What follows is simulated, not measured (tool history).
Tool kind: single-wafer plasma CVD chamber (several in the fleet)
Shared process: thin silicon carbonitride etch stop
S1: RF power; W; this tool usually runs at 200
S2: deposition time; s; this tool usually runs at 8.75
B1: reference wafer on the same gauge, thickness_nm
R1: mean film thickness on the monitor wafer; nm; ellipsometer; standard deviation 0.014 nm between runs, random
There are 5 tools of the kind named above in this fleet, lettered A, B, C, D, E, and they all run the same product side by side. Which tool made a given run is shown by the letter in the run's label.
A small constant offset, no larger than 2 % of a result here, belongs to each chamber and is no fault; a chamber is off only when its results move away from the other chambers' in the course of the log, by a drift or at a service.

run,hour,S1,S2,B1,R1
1A,10.7,200,8.75,4.0911,4.9719
2B,19.8,200,8.75,4.0873,5.0695
3D,25.8,200,8.75,4.0912,4.9538
4C,31.3,200,8.75,4.0904,4.9603
# hour 31.5: chamber B: thermocouple changed; heater temperature recalibrated
5E,36.9,200,8.75,4.0895,4.9837
6A,45.7,200,8.75,4.0899,5.0002
7E,52.7,200,8.75,4.0914,5.0207
8C,62.2,200,8.75,4.0915,4.9717
9D,68.2,200,8.75,4.0888,4.9047
10B,74.1,200,9.84,4.0888,5.6672
11E,85.7,200,9.84,4.0918,5.6222
# hour 93.6: chamber D: thermocouple changed; heater temperature recalibrated
12A,97.8,200,9.84,4.0898,5.6442
13B,108.2,200,9.84,4.0910,5.6658
14C,114.5,200,9.84,4.0885,5.6030
15D,120.0,200,8.75,4.0895,4.9457
16E,127.8,200,8.75,4.0895,5.0335
17B,138.9,200,8.75,4.0911,5.0494
18A,150.2,175,8.75,4.0895,4.7982
19C,156.1,175,8.75,4.0902,4.8010
20D,163.1,175,8.75,4.0890,4.7649
21C,174.7,175,8.75,4.0928,4.7810
22A,182.2,175,8.75,4.0893,4.8000
23B,190.4,200,8.75,4.0856,5.0772
24D,201.9,200,8.75,4.0910,4.9438
# hour 204.2: chamber A: RF generator calibrated
25E,212.0,200,8.75,4.0936,5.0236
26C,223.8,175,7.82,4.0906,4.2677
27D,234.8,175,7.82,4.0919,4.2655
28E,246.8,175,7.82,4.0907,4.3098
29B,257.6,175,7.82,4.0895,4.3319
30A,266.6,175,7.82,4.0915,4.2866
31E,275.4,200,8.75,4.0886,5.0222
32D,284.1,200,8.75,4.0910,4.9264
33A,293.5,200,8.75,4.0904,5.0115
34C,301.9,200,8.75,4.0904,4.9746
35B,310.3,200,8.75,4.0898,5.0549
36E,316.3,200,8.75,4.0912,5.0157
37D,321.9,200,8.75,4.0897,4.9500
38A,332.3,200,8.75,4.0931,5.0286

Has any chamber moved away from the others, gradually or after a service, or does the common gauge drift, or do the chambers differ only by their own small steady offsets? State the chamber and the most likely cause if one applies.

No chamber stands off beyond its own small offset, and the gauge holds steady.

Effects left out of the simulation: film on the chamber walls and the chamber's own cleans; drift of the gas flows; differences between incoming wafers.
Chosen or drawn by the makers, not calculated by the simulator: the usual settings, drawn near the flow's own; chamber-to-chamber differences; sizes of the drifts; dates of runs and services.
